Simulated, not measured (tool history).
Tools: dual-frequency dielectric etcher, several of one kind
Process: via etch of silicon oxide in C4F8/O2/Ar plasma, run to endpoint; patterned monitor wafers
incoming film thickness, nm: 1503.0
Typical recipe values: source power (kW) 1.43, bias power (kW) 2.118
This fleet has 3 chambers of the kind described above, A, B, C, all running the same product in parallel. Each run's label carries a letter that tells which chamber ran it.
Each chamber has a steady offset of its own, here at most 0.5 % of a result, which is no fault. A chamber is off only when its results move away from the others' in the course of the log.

| run | day | source power (kW) | bias power (kW) | endpoint time (s) |
|---|---|---|---|---|
| 1A | 0.2 | 1.43 | 2.118 | 332.76 |
| 2B | 0.462 | 1.43 | 2.118 | 334.67 |
| 3C | 0.658 | 1.43 | 2.118 | 332.73 |
| 4C | 0.912 | 1.43 | 2.118 | 334.39 |
| 5A | 1.096 | 1.43 | 2.118 | 334.64 |
| 6B | 1.367 | 1.43 | 2.118 | 336.81 |
| 7A | 1.608 | 1.6 | 2.118 | 317.84 |
| 8C | 1.846 | 1.6 | 2.118 | 316.45 |
|  | 1.896 | chamber B: wet clean of the chamber |
| 9B | 1.992 | 1.6 | 2.118 | 320.39 |
| 10C | 2.196 | 1.43 | 2.118 | 328.97 |
|  | 2.233 | chamber A: wet clean of the chamber |
| 11A | 2.371 | 1.43 | 2.118 | 334.58 |
| 12B | 2.517 | 1.43 | 2.118 | 333.42 |
| 13A | 2.675 | 1.43 | 2.118 | 335.15 |
| 14B | 2.933 | 1.43 | 2.118 | 333.23 |
| 15C | 3.192 | 1.43 | 2.118 | 327.81 |
| 16B | 3.35 | 1.43 | 2.118 | 333.3 |
| 17A | 3.562 | 1.43 | 2.118 | 332.81 |
| 18C | 3.788 | 1.64 | 1.927 | 316.82 |
| 19C | 4 | 1.64 | 1.927 | 317.32 |
| 20B | 4.2 | 1.64 | 1.927 | 326.11 |
| 21A | 4.338 | 1.43 | 2.118 | 335.1 |
| 22A | 4.475 | 1.43 | 2.118 | 333.59 |
| 23B | 4.688 | 1.43 | 2.118 | 334.56 |
| 24C | 4.862 | 1.43 | 2.118 | 322.58 |
| 25B | 5.062 | 1.43 | 2.118 | 333.04 |
| 26C | 5.192 | 1.43 | 2.118 | 323.28 |
| 27A | 5.408 | 1.43 | 2.118 | 333.4 |
| 28A | 5.554 | 1.43 | 2.118 | 335.15 |
| 29C | 5.771 | 1.43 | 2.118 | 321.42 |
| 30B | 6.042 | 1.43 | 2.118 | 333.2 |

Does one chamber stand apart from the rest, does the shared gauge drift, or is all well apart from small per-chamber offsets? Give the chamber and the most likely cause, where there is one.

It is chamber C that slowly wanders off from its peers.
Cause: etch rate over this chamber's usual, % = 4.25.

Below are 4 candidate recipes for chamber C's next run, each the usual settings with a change, their results shown as question marks. Which of them brings C's results back in line with what the other chambers give on the usual settings?
Allowed miss from the other chambers' usual-settings mean, per result, to count as in line: endpoint time (s) 4
| 31C-1 | 6.238 | 1.48 | 2.175 | ? |
| 31C-2 | 6.238 | 1.53 | 2.231 | ? |
| 31C-3 | 6.238 | 1.33 | 2.005 | ? |
| 31C-4 | 6.238 | 1.38 | 2.061 | ? |

Average result of the remaining chambers running the usual settings: endpoint time (s) 334.12
| run | endpoint time (s) |
|---|---|
| 31C-1 | 313.19 |
| 31C-2 | 306.85 |
| 31C-3 | 334.38 |
| 31C-4 | 326.96 |
It is 31C-3 that realigns the chamber with its peers.
